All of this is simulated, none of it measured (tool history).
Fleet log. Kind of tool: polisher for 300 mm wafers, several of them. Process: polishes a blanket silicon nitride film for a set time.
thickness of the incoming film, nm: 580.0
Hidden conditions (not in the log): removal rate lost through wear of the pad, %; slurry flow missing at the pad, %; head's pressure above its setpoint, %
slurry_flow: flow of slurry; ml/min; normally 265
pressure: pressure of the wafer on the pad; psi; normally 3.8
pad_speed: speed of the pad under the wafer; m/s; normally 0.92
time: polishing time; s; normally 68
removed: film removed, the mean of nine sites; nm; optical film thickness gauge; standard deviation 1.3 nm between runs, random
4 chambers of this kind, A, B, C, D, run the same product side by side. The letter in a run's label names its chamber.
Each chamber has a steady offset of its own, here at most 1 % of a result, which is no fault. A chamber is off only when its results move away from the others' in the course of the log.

| run | hour | slurry_flow | pressure | pad_speed | time | wafers polished on this pad | hours since the slurry nozzle was cleaned | hours since the head pressure was calibrated | removed |
|---|---|---|---|---|---|---|---|---|---|
|  | 5.9 | chamber D: worn pad replaced by a new one |
| 1A | 6.1 | 265 | 3.8 | 0.92 | 68 | 317 | 235.2 | 250.8 | 126.61 |
| 2C | 12.3 | 265 | 3.8 | 0.92 | 68 | 1299 | 717.5 | 274.6 | 124.47 |
| 3B | 18.4 | 265 | 3.8 | 0.92 | 68 | 289 | 223.4 | 487.2 | 127.15 |
| 4D | 25.7 | 265 | 3.8 | 0.92 | 68 | 179 | 50.4 | 163.6 | 125.07 |
| 5B | 31.7 | 265 | 3.8 | 0.92 | 68 | 410 | 236.7 | 500.5 | 125.82 |
|  | 33.5 | chamber C: worn pad replaced by a new one |
|  | 33.6 | chamber C: slurry nozzle cleaned |
| 6C | 38.2 | 265 | 3.8 | 0.92 | 68 | 42 | 4.6 | 300.5 | 127.54 |
| 7D | 45.3 | 265 | 3.8 | 0.92 | 68 | 357 | 70 | 183.2 | 123.89 |
| 8A | 50.9 | 265 | 3.8 | 0.92 | 68 | 723 | 280 | 295.6 | 126.82 |
| 9C | 57 | 265 | 3.8 | 0.92 | 68 | 212 | 23.4 | 319.3 | 126.78 |
| 10B | 60.2 | 350 | 3.8 | 0.92 | 85 | 668 | 265.2 | 529 | 162.08 |
| 11D | 66.2 | 350 | 3.8 | 0.92 | 85 | 546 | 90.9 | 204.1 | 160.12 |
| 12A | 71.7 | 350 | 3.8 | 0.92 | 85 | 911 | 300.8 | 316.4 | 161.97 |
|  | 75 | chamber A: worn pad replaced by a new one |
| 13A | 76.9 | 350 | 3.8 | 0.92 | 85 | 17 | 306 | 321.6 | 161.32 |
| 14D | 81.3 | 265 | 3.8 | 0.92 | 68 | 683 | 106 | 219.2 | 123.58 |
| 15C | 85.3 | 265 | 3.8 | 0.92 | 68 | 469 | 51.7 | 347.6 | 126.87 |
|  | 86.3 | chamber B: worn pad replaced by a new one |
| 16B | 89 | 265 | 3.8 | 0.92 | 68 | 24 | 294 | 557.8 | 128.45 |
| 17B | 93.7 | 265 | 3.8 | 0.92 | 68 | 67 | 298.7 | 562.5 | 125.71 |
| 18C | 98.5 | 265 | 3.8 | 0.92 | 68 | 588 | 64.9 | 360.8 | 125.5 |
| 19D | 103.5 | 265 | 3.8 | 0.92 | 68 | 883 | 128.2 | 241.4 | 125.08 |
| 20A | 108.5 | 265 | 3.8 | 1.18 | 87 | 303 | 337.6 | 353.2 | 196.48 |
| 21A | 112.4 | 265 | 3.8 | 1.18 | 87 | 338 | 341.5 | 357.1 | 200.36 |
| 22D | 119 | 265 | 3.8 | 1.18 | 87 | 1024 | 143.7 | 256.9 | 193.59 |
| 23C | 125.1 | 265 | 3.8 | 1.18 | 87 | 829 | 91.5 | 387.4 | 199.23 |
| 24B | 129.6 | 265 | 3.8 | 0.92 | 68 | 392 | 334.6 | 598.4 | 125.2 |
| 25A | 133.4 | 265 | 3.8 | 0.92 | 68 | 528 | 362.5 | 378.1 | 122.68 |
| 26C | 136.8 | 265 | 3.8 | 0.92 | 68 | 935 | 103.2 | 399.1 | 125.24 |
| 27D | 142.4 | 265 | 3.8 | 0.92 | 68 | 1236 | 167.1 | 280.3 | 120.92 |

Each of the 4 chambers runs these same settings next. Fill in every chamber's results:
| 28A | 147.8 | 265 | 3.8 | 0.92 | 68 |  |  |  | ? |
| 28B | 147.8 | 265 | 3.8 | 0.92 | 68 |  |  |  | ? |
| 28C | 147.8 | 265 | 3.8 | 0.92 | 68 |  |  |  | ? |
| 28D | 147.8 | 265 | 3.8 | 0.92 | 68 |  |  |  | ? |

| run | removed |
|---|---|
| 28A | 126.89 |
| 28B | 126.8 |
| 28C | 126.04 |
| 28D | 123.36 |
